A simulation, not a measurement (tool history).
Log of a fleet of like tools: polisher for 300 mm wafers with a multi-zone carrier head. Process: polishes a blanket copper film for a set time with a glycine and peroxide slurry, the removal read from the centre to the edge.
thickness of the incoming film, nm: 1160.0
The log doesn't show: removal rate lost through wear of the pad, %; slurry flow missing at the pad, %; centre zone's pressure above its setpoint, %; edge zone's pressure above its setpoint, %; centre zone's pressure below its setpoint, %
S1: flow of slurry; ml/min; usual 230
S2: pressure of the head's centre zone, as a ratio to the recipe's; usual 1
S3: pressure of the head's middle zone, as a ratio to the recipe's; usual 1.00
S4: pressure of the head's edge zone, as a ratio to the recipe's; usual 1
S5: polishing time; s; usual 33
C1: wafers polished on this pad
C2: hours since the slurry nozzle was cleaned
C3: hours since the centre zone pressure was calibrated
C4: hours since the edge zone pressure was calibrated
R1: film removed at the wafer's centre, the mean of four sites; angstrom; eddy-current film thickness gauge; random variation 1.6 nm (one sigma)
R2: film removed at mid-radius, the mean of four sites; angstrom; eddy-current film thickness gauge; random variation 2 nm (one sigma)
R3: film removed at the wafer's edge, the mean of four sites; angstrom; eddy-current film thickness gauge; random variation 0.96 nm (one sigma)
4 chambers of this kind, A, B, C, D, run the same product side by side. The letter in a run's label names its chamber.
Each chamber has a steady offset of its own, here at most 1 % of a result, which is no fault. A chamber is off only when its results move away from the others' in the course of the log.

run,hour,S1,S2,S3,S4,S5,C1,C2,C3,C4,R1,R2,R3
1B,8.4,230,1,1.00,1,33,1091,49.2,75.3,218.3,1366.2,1342.5,1380.4
2C,19.3,230,1,1.00,1,33,399,375.8,545.4,894.4,1351.5,1351.8,1364.6
# hour 19.7: chamber A: worn pad replaced by a new one
# hour 23.6: chamber B: worn pad replaced by a new one
3D,26.6,230,1,1.00,1,33,628,176.2,240.3,636.1,1356.4,1355.1,1383.6
4A,35.2,230,1,1.00,1,33,211,460.1,198.2,769.8,1342.8,1383.0,1363.6
5D,40.3,230,1,1.00,1,33,814,189.9,254.0,649.8,1361.4,1386.3,1384.5
6A,49.8,230,1,1.00,1,33,409,474.7,212.8,784.4,1335.1,1375.8,1378.5
# hour 55.3: chamber C: worn pad replaced by a new one
7C,58.2,230,1,1.00,1,33,39,414.7,584.3,933.3,1392.1,1361.3,1358.6
8B,63.4,230,1,1.00,1,33,539,104.2,130.3,273.3,1381.5,1359.7,1378.4
9A,71.4,230,1,1.00,1,33,701,496.3,234.4,806.0,1369.3,1370.3,1367.8
# hour 76.2: chamber D: worn pad replaced by a new one
10C,79.3,170,1,1.00,1,33,325,435.8,605.4,954.4,1288.8,1272.7,1321.1
11B,84.8,170,1,1.00,1,33,829,125.6,151.7,294.7,1315.8,1316.5,1319.0
12D,93.9,170,1,1.00,1,33,240,243.5,307.6,703.4,1280.3,1288.0,1330.7
# hour 97.5: chamber A: worn pad replaced by a new one
13B,98.8,170,1,1.00,1,33,1019,139.6,165.7,308.7,1311.0,1297.9,1332.7
14A,109.0,230,1,1.00,1,33,157,533.9,272.0,843.6,1323.5,1349.8,1381.0
15C,115.1,230,1,1.00,1,40,810,471.6,641.2,990.2,1664.7,1638.5,1631.8
# hour 122.1: chamber C: worn pad replaced by a new one
16D,122.6,230,1,1.00,1,40,629,272.2,336.3,732.1,1672.7,1687.5,1672.1
17C,132.5,230,1,1.00,1,40,141,489.0,658.6,1007.6,1669.8,1605.5,1647.1
18B,138.5,230,1,1.00,1,40,1557,179.3,205.4,348.4,1658.4,1714.8,1670.5
# hour 143.6: chamber B: worn pad replaced by a new one
19A,148.1,230,1,1.00,1,33,687,573.0,311.1,882.7,1381.7,1371.5,1361.4
# hour 153.5: chamber C: centre zone pressure recalibrated
20D,154.5,230,1,1.00,1,33,1061,304.1,368.2,764.0,1364.9,1360.4,1384.6
21A,164.1,230,1,1.00,1,33,903,589.0,327.1,898.7,1358.3,1375.2,1367.4
# hour 172.7: chamber C: worn pad replaced by a new one
22D,173.4,230,1,1.00,1,33,1317,323.0,387.1,782.9,1363.6,1347.9,1356.6
# hour 180.2: chamber A: worn pad replaced by a new one
23C,180.4,230,1,1.00,1,33,105,536.9,27.0,1055.5,1225.1,1354.6,1369.7
# hour 183.3: chamber D: worn pad replaced by a new one
24B,188.2,230,1,1.00,1,33,604,229.0,255.1,398.1,1385.8,1367.3,1368.1
# hour 193.6: chamber B: slurry nozzle cleaned
25B,194.7,230,1,1.00,1,33,692,1.2,261.6,404.6,1377.8,1377.2,1401.9
26C,201.0,230,1,1.00,1,33,384,557.5,47.6,1076.1,1199.1,1345.7,1375.2
27D,207.1,230,1,0.95,1,33,323,356.7,420.8,816.6,1378.3,1308.0,1387.5
# hour 208.1: chamber A: slurry nozzle cleaned
# hour 213.2: chamber D: edge zone pressure recalibrated
28A,217.2,230,1,0.95,1,33,502,9.1,380.2,951.8,1366.2,1279.6,1378.0
29A,223.9,230,1,0.95,1,33,593,15.8,386.9,958.5,1368.7,1313.4,1386.6
# hour 228.8: chamber C: worn pad replaced by a new one
30D,229.4,230,1,0.95,1,33,625,379.0,443.1,16.3,1373.5,1252.1,1372.1
# hour 229.6: chamber D: slurry nozzle cleaned
31B,240.2,230,1,1.00,1,33,1309,46.7,307.1,450.1,1332.9,1369.9,1374.6
32C,248.3,230,1,1.00,1,33,265,604.8,94.9,1123.4,1193.1,1322.0,1361.4
33A,257.7,230,1,1.00,1,33,1051,49.6,420.7,992.3,1349.2,1351.0,1362.3
# hour 264.6: chamber B: worn pad replaced by a new one
34B,266.8,230,1,1.09,1,33,30,73.3,333.7,476.7,1354.8,1480.5,1358.3
35C,275.4,230,1,1.09,1,33,632,631.9,122.0,1150.5,1182.7,1488.2,1355.6
# hour 278.4: chamber D: worn pad replaced by a new one
36D,284.7,230,1,1.09,1,33,86,55.1,498.4,71.6,1379.7,1474.5,1373.2
37B,293.3,230,1,1.09,1,33,389,99.8,360.2,503.2,1385.0,1520.9,1375.2

All 4 chambers run these settings next. Forecast each chamber's results:
38A,301.3,230,1,1.00,1,33,,,,,?,?,?
38B,301.3,230,1,1.00,1,33,,,,,?,?,?
38C,301.3,230,1,1.00,1,33,,,,,?,?,?
38D,301.3,230,1,1.00,1,33,,,,,?,?,?

run,R1,R2,R3
38A,1371.3,1337.4,1363.0
38B,1372.6,1334.3,1372.9
38C,1184.9,1333.1,1348.5
38D,1361.6,1344.0,1385.6

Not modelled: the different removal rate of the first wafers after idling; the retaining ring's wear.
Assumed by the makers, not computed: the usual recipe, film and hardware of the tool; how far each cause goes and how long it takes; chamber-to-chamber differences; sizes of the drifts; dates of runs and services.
